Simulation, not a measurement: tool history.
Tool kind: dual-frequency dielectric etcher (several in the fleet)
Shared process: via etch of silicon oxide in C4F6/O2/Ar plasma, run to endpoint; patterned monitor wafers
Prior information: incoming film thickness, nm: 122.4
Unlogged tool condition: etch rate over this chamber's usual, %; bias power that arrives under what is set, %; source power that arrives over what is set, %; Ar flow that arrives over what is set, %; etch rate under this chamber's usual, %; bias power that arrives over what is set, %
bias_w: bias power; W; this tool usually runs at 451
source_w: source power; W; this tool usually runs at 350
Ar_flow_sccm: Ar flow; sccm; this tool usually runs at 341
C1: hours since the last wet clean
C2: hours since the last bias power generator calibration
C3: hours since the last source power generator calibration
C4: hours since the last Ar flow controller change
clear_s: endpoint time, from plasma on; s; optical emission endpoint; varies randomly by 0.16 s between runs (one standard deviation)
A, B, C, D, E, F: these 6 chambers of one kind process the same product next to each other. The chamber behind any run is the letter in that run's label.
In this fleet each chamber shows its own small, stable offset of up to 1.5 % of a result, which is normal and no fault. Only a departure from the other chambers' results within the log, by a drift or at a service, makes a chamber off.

run 1A hour=6.3 | bias_w=451 source_w=350 Ar_flow_sccm=341 | C1=438.8 C2=971.2 C3=1997.1 C4=166.7 | clear_s=29.506
-- hour=10.4 chamber E: wet clean of the chamber
run 2D hour=11.6 | bias_w=451 source_w=350 Ar_flow_sccm=341 | C1=103.8 C2=1792.7 C3=95.5 C4=2940.7 | clear_s=30.108
run 3C hour=17.1 | bias_w=451 source_w=350 Ar_flow_sccm=341 | C1=211.7 C2=2330.8 C3=1206.3 C4=1105.2 | clear_s=29.857
run 4B hour=21.6 | bias_w=451 source_w=350 Ar_flow_sccm=341 | C1=108.9 C2=372.2 C3=990.1 C4=184.5 | clear_s=29.967
run 5E hour=25.7 | bias_w=451 source_w=350 Ar_flow_sccm=341 | C1=15.3 C2=248.0 C3=1517.5 C4=1041.1 | clear_s=30.159
run 6F hour=32.5 | bias_w=451 source_w=350 Ar_flow_sccm=341 | C1=152.0 C2=943.6 C3=286.3 C4=1583.6 | clear_s=29.653
run 7A hour=39.2 | bias_w=451 source_w=350 Ar_flow_sccm=341 | C1=471.7 C2=1004.1 C3=2030.0 C4=199.6 | clear_s=29.417
run 8C hour=45.5 | bias_w=451 source_w=350 Ar_flow_sccm=341 | C1=240.1 C2=2359.2 C3=1234.7 C4=1133.6 | clear_s=29.700
run 9E hour=53.1 | bias_w=451 source_w=350 Ar_flow_sccm=341 | C1=42.7 C2=275.4 C3=1544.9 C4=1068.5 | clear_s=30.016
run 10F hour=58.6 | bias_w=451 source_w=350 Ar_flow_sccm=341 | C1=178.1 C2=969.7 C3=312.4 C4=1609.7 | clear_s=29.963
-- hour=64.2 chamber A: wet clean of the chamber
run 11B hour=65.7 | bias_w=451 source_w=350 Ar_flow_sccm=341 | C1=153.0 C2=416.3 C3=1034.2 C4=228.6 | clear_s=29.964
run 12D hour=72.7 | bias_w=451 source_w=320 Ar_flow_sccm=301 | C1=164.9 C2=1853.8 C3=156.6 C4=3001.8 | clear_s=30.754
run 13E hour=79.1 | bias_w=451 source_w=320 Ar_flow_sccm=301 | C1=68.7 C2=301.4 C3=1570.9 C4=1094.5 | clear_s=30.656
run 14A hour=85.6 | bias_w=451 source_w=320 Ar_flow_sccm=301 | C1=21.5 C2=1050.5 C3=2076.4 C4=246.0 | clear_s=30.049
run 15F hour=89.5 | bias_w=451 source_w=320 Ar_flow_sccm=301 | C1=209.0 C2=1000.6 C3=343.3 C4=1640.6 | clear_s=30.354
run 16B hour=93.3 | bias_w=451 source_w=320 Ar_flow_sccm=301 | C1=180.6 C2=443.9 C3=1061.8 C4=256.2 | clear_s=30.442
run 17D hour=99.6 | bias_w=451 source_w=320 Ar_flow_sccm=301 | C1=191.8 C2=1880.7 C3=183.5 C4=3028.7 | clear_s=30.957
run 18C hour=106.6 | bias_w=451 source_w=350 Ar_flow_sccm=341 | C1=301.2 C2=2420.3 C3=1295.8 C4=1194.7 | clear_s=30.103
run 19F hour=110.0 | bias_w=451 source_w=350 Ar_flow_sccm=341 | C1=229.5 C2=1021.1 C3=363.8 C4=1661.1 | clear_s=29.941
run 20B hour=113.6 | bias_w=451 source_w=350 Ar_flow_sccm=341 | C1=200.9 C2=464.2 C3=1082.1 C4=276.5 | clear_s=29.927
run 21C hour=119.8 | bias_w=451 source_w=350 Ar_flow_sccm=341 | C1=314.4 C2=2433.5 C3=1309.0 C4=1207.9 | clear_s=30.100
run 22D hour=124.7 | bias_w=350 source_w=280 Ar_flow_sccm=341 | C1=216.9 C2=1905.8 C3=208.6 C4=3053.8 | clear_s=35.978
run 23E hour=130.2 | bias_w=350 source_w=280 Ar_flow_sccm=341 | C1=119.8 C2=352.5 C3=1622.0 C4=1145.6 | clear_s=35.854
run 24A hour=134.5 | bias_w=350 source_w=280 Ar_flow_sccm=341 | C1=70.4 C2=1099.4 C3=2125.3 C4=294.9 | clear_s=34.975
run 25F hour=140.4 | bias_w=350 source_w=280 Ar_flow_sccm=341 | C1=259.9 C2=1051.5 C3=394.2 C4=1691.5 | clear_s=35.373
run 26E hour=144.9 | bias_w=350 source_w=280 Ar_flow_sccm=341 | C1=134.5 C2=367.2 C3=1636.7 C4=1160.3 | clear_s=36.005
run 27B hour=148.7 | bias_w=350 source_w=280 Ar_flow_sccm=341 | C1=236.0 C2=499.3 C3=1117.2 C4=311.6 | clear_s=36.442
run 28D hour=152.9 | bias_w=451 source_w=350 Ar_flow_sccm=341 | C1=245.1 C2=1934.0 C3=236.8 C4=3082.0 | clear_s=30.139
run 29A hour=157.8 | bias_w=451 source_w=350 Ar_flow_sccm=341 | C1=93.7 C2=1122.7 C3=2148.6 C4=318.2 | clear_s=29.594
run 30C hour=165.1 | bias_w=451 source_w=350 Ar_flow_sccm=398 | C1=359.7 C2=2478.8 C3=1354.3 C4=1253.2 | clear_s=30.641
run 31A hour=168.6 | bias_w=451 source_w=350 Ar_flow_sccm=398 | C1=104.5 C2=1133.5 C3=2159.4 C4=329.0 | clear_s=30.042
run 32F hour=175.8 | bias_w=451 source_w=350 Ar_flow_sccm=398 | C1=295.3 C2=1086.9 C3=429.6 C4=1726.9 | clear_s=30.266
run 33C hour=182.6 | bias_w=451 source_w=350 Ar_flow_sccm=398 | C1=377.2 C2=2496.3 C3=1371.8 C4=1270.7 | clear_s=30.252
run 34D hour=189.7 | bias_w=451 source_w=350 Ar_flow_sccm=398 | C1=281.9 C2=1970.8 C3=273.6 C4=3118.8 | clear_s=31.011
run 35E hour=196.9 | bias_w=451 source_w=350 Ar_flow_sccm=398 | C1=186.5 C2=419.2 C3=1688.7 C4=1212.3 | clear_s=30.506
run 36B hour=202.3 | bias_w=451 source_w=350 Ar_flow_sccm=341 | C1=289.6 C2=552.9 C3=1170.8 C4=365.2 | clear_s=31.036
run 37B hour=209.9 | bias_w=410 source_w=280 Ar_flow_sccm=341 | C1=297.2 C2=560.5 C3=1178.4 C4=372.8 | clear_s=35.430
run 38D hour=214.7 | bias_w=410 source_w=280 Ar_flow_sccm=341 | C1=306.9 C2=1995.8 C3=298.6 C4=3143.8 | clear_s=33.912

The same settings go to every chamber for the next run, one line per chamber below. Forecast the results for each:
run 39A hour=220.3 | bias_w=451 source_w=350 Ar_flow_sccm=341 | clear_s=?
run 39B hour=220.3 | bias_w=451 source_w=350 Ar_flow_sccm=341 | clear_s=?
run 39C hour=220.3 | bias_w=451 source_w=350 Ar_flow_sccm=341 | clear_s=?
run 39D hour=220.3 | bias_w=451 source_w=350 Ar_flow_sccm=341 | clear_s=?
run 39E hour=220.3 | bias_w=451 source_w=350 Ar_flow_sccm=341 | clear_s=?
run 39F hour=220.3 | bias_w=451 source_w=350 Ar_flow_sccm=341 | clear_s=?

run=39A clear_s=29.645
run=39B clear_s=31.512
run=39C clear_s=30.242
run=39D clear_s=30.241
run=39E clear_s=30.109
run=39F clear_s=29.720
